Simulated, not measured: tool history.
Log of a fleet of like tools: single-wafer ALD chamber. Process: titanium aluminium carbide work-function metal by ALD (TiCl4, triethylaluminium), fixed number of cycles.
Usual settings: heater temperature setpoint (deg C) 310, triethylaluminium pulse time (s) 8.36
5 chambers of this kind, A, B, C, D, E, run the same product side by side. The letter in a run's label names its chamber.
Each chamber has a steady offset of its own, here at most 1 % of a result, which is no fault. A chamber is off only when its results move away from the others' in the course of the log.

run     day  heater temperature setpoint (deg C)  triethylaluminium pulse time (s)  hours since the last thermocouple change  hours since the last triethylaluminium bottle change  read-back reference wafer on the same gauge, thickness_nm  mean film thickness on the monitor wafer (Å)
 1C   0.271                                  310                              8.36                                    1732.3                                                 771.8                                                     2.3308                                        20.293
 2E     0.5                                  310                              8.36                                    1200.2                                                 261.7                                                     2.3309                                        20.288
 3D    0.85                                  310                              8.36                                    1174.3                                                   298                                                     2.3306                                        20.323
 4B   1.238                                  310                              8.36                                    2532.9                                                 839.1                                                     2.3307                                        20.501
 5A   1.558                                  310                              8.36                                    1398.2                                                   374                                                     2.3314                                         20.37
 6E   1.829                                  310                              8.36                                    1232.1                                                 293.6                                                     2.3298                                        20.276
 7C   2.221                                  310                              8.36                                    1779.1                                                 818.6                                                     2.3301                                         20.36
 8A   2.538                                  310                              8.36                                    1421.7                                                 397.5                                                     2.3308                                        20.363
 9B   2.783                                  310                              8.36                                      2570                                                 876.2                                                     2.3301                                        20.331
10D   3.192                                  310                              8.36                                    1230.5                                                 354.2                                                     2.3285                                        20.334
11B   3.638                                  310                              8.36                                    2590.5                                                 896.7                                                     2.3303                                        20.418
12A   3.908                                  303                              8.36                                    1454.6                                                 430.4                                                     2.3325                                         19.64
13E   4.367                                  303                              8.36                                      1293                                                 354.5                                                     2.3291                                        19.787
14C   4.712                                  303                              8.36                                    1838.9                                                 878.4                                                       2.33                                        19.793
15D   4.979                                  303                              8.36                                    1273.4                                                 397.1                                                     2.3294                                        19.819
16C   5.312                                  303                              8.36                                    1853.3                                                 892.8                                                     2.3304                                        19.649
17D   5.592                                  310                              8.36                                    1288.1                                                 411.8                                                     2.3319                                        20.387
      5.838  -- chamber B: thermocouple changed; heater temperature recalibrated
18B   5.917                                  310                              8.36                                         2                                                 951.4                                                      2.332                                        20.344
19A   6.342                                  304                              8.36                                      1513                                                 488.8                                                     2.3312                                        19.854
20E   6.575                                  304                              8.36                                      1346                                                 407.5                                                     2.3297                                        19.655
21B   6.846                                  304                              8.36                                      24.3                                                 973.7                                                     2.3282                                        19.739
22C   7.162                                  304                              8.36                                    1897.7                                                 937.2                                                     2.3303                                        19.883
23D     7.6                                  304                              8.36                                    1336.3                                                   460                                                     2.3296                                        19.846
24E   8.042                                  310                              8.36                                    1381.2                                                 442.7                                                     2.3289                                        20.262
25A   8.367                                  310                              8.36                                    1561.6                                                 537.4                                                     2.3293                                        20.247
26D   8.683                                  310                              8.36                                    1362.3                                                   486                                                     2.3318                                        20.365
27E   8.967                                  310                              8.36                                    1403.4                                                 464.9                                                     2.3291                                        20.209
28C   9.217                                  310                              8.36                                      1947                                                 986.5                                                     2.3313                                        20.181
29B   9.633                                  310                              8.36                                      91.2                                                1040.6                                                     2.3309                                        20.401
30A  10.029                                  310                              8.36                                    1601.5                                                 577.3                                                     2.3326                                        20.203
31A  10.492                                  310                              8.36                                    1612.6                                                 588.4                                                     2.3305                                        20.219
32B  10.862                                  310                              8.36                                     120.7                                                1070.1                                                     2.3301                                        20.242
33C  11.317                                  310                              8.36                                    1997.4                                                1036.9                                                     2.3315                                        20.356
34E  11.767                                  310                              8.36                                    1470.6                                                 532.1                                                       2.33                                        20.214
35D  12.133                                  310                              8.36                                    1445.1                                                 568.8                                                     2.3278                                        20.504
36C  12.412                                  310                              8.36                                    2023.7                                                1063.2                                                     2.3305                                        20.417
37E  12.829                                  305                              8.36                                    1496.1                                                 557.6                                                     2.3275                                        19.767
38A  13.308                                  305                              8.36                                    1680.2                                                   656                                                     2.3293                                        19.997
39B  13.579                                  305                              8.36                                     185.9                                                1135.3                                                     2.3309                                        19.915
     13.758  -- chamber D: thermocouple changed; heater temperature recalibrated
40D  13.908                                  305                              8.36                                       3.7                                                 611.4                                                     2.3278                                        19.888

What goes on in this fleet: one chamber off, a drifting gauge, or nothing beyond the chambers' own small offsets? Name the chamber and the cause, if any.

No chamber stands off beyond its own small offset, and the gauge holds steady.

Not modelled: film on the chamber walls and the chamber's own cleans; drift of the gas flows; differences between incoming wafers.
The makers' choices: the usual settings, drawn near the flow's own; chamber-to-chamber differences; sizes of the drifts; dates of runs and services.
